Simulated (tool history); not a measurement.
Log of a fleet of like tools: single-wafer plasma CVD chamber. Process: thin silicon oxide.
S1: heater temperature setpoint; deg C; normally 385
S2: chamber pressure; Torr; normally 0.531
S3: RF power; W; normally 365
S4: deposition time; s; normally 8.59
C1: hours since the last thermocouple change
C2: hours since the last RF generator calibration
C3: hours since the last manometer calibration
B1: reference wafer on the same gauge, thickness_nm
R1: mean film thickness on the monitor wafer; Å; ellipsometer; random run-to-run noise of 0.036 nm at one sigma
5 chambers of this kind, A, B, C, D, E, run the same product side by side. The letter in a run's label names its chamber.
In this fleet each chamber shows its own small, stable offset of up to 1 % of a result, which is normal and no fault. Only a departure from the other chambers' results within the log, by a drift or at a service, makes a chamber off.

{"run": "1A", "hour": 5.4, "S1": 385, "S2": 0.531, "S3": 365, "S4": 8.59, "C1": 903.3, "C2": 853.8, "C3": 526.5, "B1": 8.9058, "R1": 111.17}
{"hour": 7.5, "done": "chamber D: thermocouple changed; heater temperature recalibrated"}
{"run": "2D", "hour": 10.3, "S1": 385, "S2": 0.531, "S3": 365, "S4": 8.59, "C1": 2.9, "C2": 1805.2, "C3": 1130.1, "B1": 8.8929, "R1": 111.1}
{"run": "3B", "hour": 16.4, "S1": 385, "S2": 0.531, "S3": 365, "S4": 8.59, "C1": 773.4, "C2": 252.1, "C3": 526.6, "B1": 8.8992, "R1": 111.62}
{"run": "4E", "hour": 22.4, "S1": 385, "S2": 0.531, "S3": 365, "S4": 8.59, "C1": 446.0, "C2": 875.5, "C3": 561.7, "B1": 8.8979, "R1": 111.64}
{"run": "5C", "hour": 26.5, "S1": 385, "S2": 0.531, "S3": 365, "S4": 8.59, "C1": 1235.0, "C2": 708.8, "C3": 1625.3, "B1": 8.9028, "R1": 111.97}
{"hour": 34.3, "done": "chamber D: capacitance manometer re-zeroed and calibrated"}
{"run": "6D", "hour": 34.6, "S1": 385, "S2": 0.531, "S3": 365, "S4": 8.59, "C1": 27.2, "C2": 1829.5, "C3": 0.3, "B1": 8.9052, "R1": 112.05}
{"run": "7E", "hour": 39.0, "S1": 385, "S2": 0.531, "S3": 365, "S4": 8.59, "C1": 462.6, "C2": 892.1, "C3": 578.3, "B1": 8.8941, "R1": 111.41}
{"run": "8A", "hour": 45.3, "S1": 385, "S2": 0.531, "S3": 365, "S4": 8.59, "C1": 943.2, "C2": 893.7, "C3": 566.4, "B1": 8.904, "R1": 111.19}
{"run": "9C", "hour": 50.8, "S1": 385, "S2": 0.531, "S3": 365, "S4": 8.59, "C1": 1259.3, "C2": 733.1, "C3": 1649.6, "B1": 8.9027, "R1": 112.24}
{"run": "10B", "hour": 58.4, "S1": 385, "S2": 0.531, "S3": 365, "S4": 8.59, "C1": 815.4, "C2": 294.1, "C3": 568.6, "B1": 8.9012, "R1": 111.1}
{"run": "11A", "hour": 65.7, "S1": 385, "S2": 0.531, "S3": 365, "S4": 8.59, "C1": 963.6, "C2": 914.1, "C3": 586.8, "B1": 8.9001, "R1": 111.66}
{"run": "12E", "hour": 72.8, "S1": 385, "S2": 0.531, "S3": 365, "S4": 8.59, "C1": 496.4, "C2": 925.9, "C3": 612.1, "B1": 8.8984, "R1": 110.81}
{"run": "13C", "hour": 77.5, "S1": 385, "S2": 0.531, "S3": 365, "S4": 8.59, "C1": 1286.0, "C2": 759.8, "C3": 1676.3, "B1": 8.9046, "R1": 112.88}
{"run": "14D", "hour": 83.8, "S1": 385, "S2": 0.531, "S3": 365, "S4": 8.59, "C1": 76.4, "C2": 1878.7, "C3": 49.5, "B1": 8.9017, "R1": 110.9}
{"run": "15B", "hour": 90.5, "S1": 385, "S2": 0.531, "S3": 365, "S4": 8.59, "C1": 847.5, "C2": 326.2, "C3": 600.7, "B1": 8.8951, "R1": 111.56}
{"run": "16C", "hour": 99.0, "S1": 385, "S2": 0.531, "S3": 365, "S4": 8.59, "C1": 1307.5, "C2": 781.3, "C3": 1697.8, "B1": 8.9004, "R1": 112.09}
{"run": "17A", "hour": 104.0, "S1": 385, "S2": 0.531, "S3": 365, "S4": 8.59, "C1": 1001.9, "C2": 952.4, "C3": 625.1, "B1": 8.9101, "R1": 111.43}
{"hour": 104.6, "done": "chamber C: capacitance manometer re-zeroed and calibrated"}
{"run": "18D", "hour": 110.6, "S1": 385, "S2": 0.531, "S3": 365, "S4": 8.59, "C1": 103.2, "C2": 1905.5, "C3": 76.3, "B1": 8.8982, "R1": 111.86}
{"run": "19B", "hour": 118.7, "S1": 385, "S2": 0.531, "S3": 365, "S4": 8.59, "C1": 875.7, "C2": 354.4, "C3": 628.9, "B1": 8.8942, "R1": 111.51}
{"run": "20E", "hour": 124.9, "S1": 385, "S2": 0.531, "S3": 365, "S4": 8.59, "C1": 548.5, "C2": 978.0, "C3": 664.2, "B1": 8.8929, "R1": 110.79}
{"run": "21C", "hour": 130.0, "S1": 385, "S2": 0.531, "S3": 365, "S4": 8.59, "C1": 1338.5, "C2": 812.3, "C3": 25.4, "B1": 8.8926, "R1": 113.88}
{"run": "22D", "hour": 137.9, "S1": 385, "S2": 0.531, "S3": 365, "S4": 8.59, "C1": 130.5, "C2": 1932.8, "C3": 103.6, "B1": 8.8988, "R1": 111.72}
{"run": "23E", "hour": 142.3, "S1": 375, "S2": 0.531, "S3": 365, "S4": 7.24, "C1": 565.9, "C2": 995.4, "C3": 681.6, "B1": 8.8919, "R1": 94.188}
{"run": "24A", "hour": 147.8, "S1": 375, "S2": 0.531, "S3": 365, "S4": 7.24, "C1": 1045.7, "C2": 996.2, "C3": 668.9, "B1": 8.906, "R1": 95.001}
{"run": "25B", "hour": 156.3, "S1": 375, "S2": 0.531, "S3": 365, "S4": 7.24, "C1": 913.3, "C2": 392.0, "C3": 666.5, "B1": 8.8999, "R1": 94.483}
{"run": "26C", "hour": 162.6, "S1": 375, "S2": 0.531, "S3": 365, "S4": 7.24, "C1": 1371.1, "C2": 844.9, "C3": 58.0, "B1": 8.8995, "R1": 97.47}
{"run": "27D", "hour": 167.0, "S1": 375, "S2": 0.531, "S3": 365, "S4": 7.24, "C1": 159.6, "C2": 1961.9, "C3": 132.7, "B1": 8.8923, "R1": 94.473}
{"run": "28B", "hour": 173.2, "S1": 385, "S2": 0.531, "S3": 365, "S4": 8.59, "C1": 930.2, "C2": 408.9, "C3": 683.4, "B1": 8.8949, "R1": 111.75}
{"run": "29A", "hour": 177.7, "S1": 385, "S2": 0.531, "S3": 365, "S4": 8.59, "C1": 1075.6, "C2": 1026.1, "C3": 698.8, "B1": 8.899, "R1": 111.89}
{"run": "30E", "hour": 183.8, "S1": 390, "S2": 0.531, "S3": 365, "S4": 7.54, "C1": 607.4, "C2": 1036.9, "C3": 723.1, "B1": 8.9017, "R1": 97.127}

Is one chamber off against the others, does the gauge drift, or is nothing wrong? If a chamber is off, say which, and what the likeliest cause is.

Chamber C has stood off from the others ever since a service on it.
Likeliest cause: true pressure above the setpoint (%) = 2.

Below are 4 candidate recipes for chamber C's next run, each the usual settings with a change, their results shown as question marks. Which of them brings C's results back in line with what the other chambers give on the usual settings?
A result is in line if it is within this distance of the other chambers' mean on the usual settings: R1 1.300 Å
{"run": "31C-1", "hour": 190.3, "S1": 385, "S2": 0.529, "S3": 365, "S4": 8.57, "R1": "?"}
{"run": "31C-2", "hour": 190.3, "S1": 385, "S2": 0.534, "S3": 365, "S4": 8.59, "R1": "?"}
{"run": "31C-3", "hour": 190.3, "S1": 385, "S2": 0.523, "S3": 365, "S4": 8.51, "R1": "?"}
{"run": "31C-4", "hour": 190.3, "S1": 385, "S2": 0.543, "S3": 365, "S4": 8.59, "R1": "?"}

The other chambers' mean on the usual settings: R1 111.390 Å
run=31C-1 R1=113.830
run=31C-2 R1=115.280
run=31C-3 R1=111.630
run=31C-4 R1=117.410
31C-3 puts the chamber back in line with the other chambers.
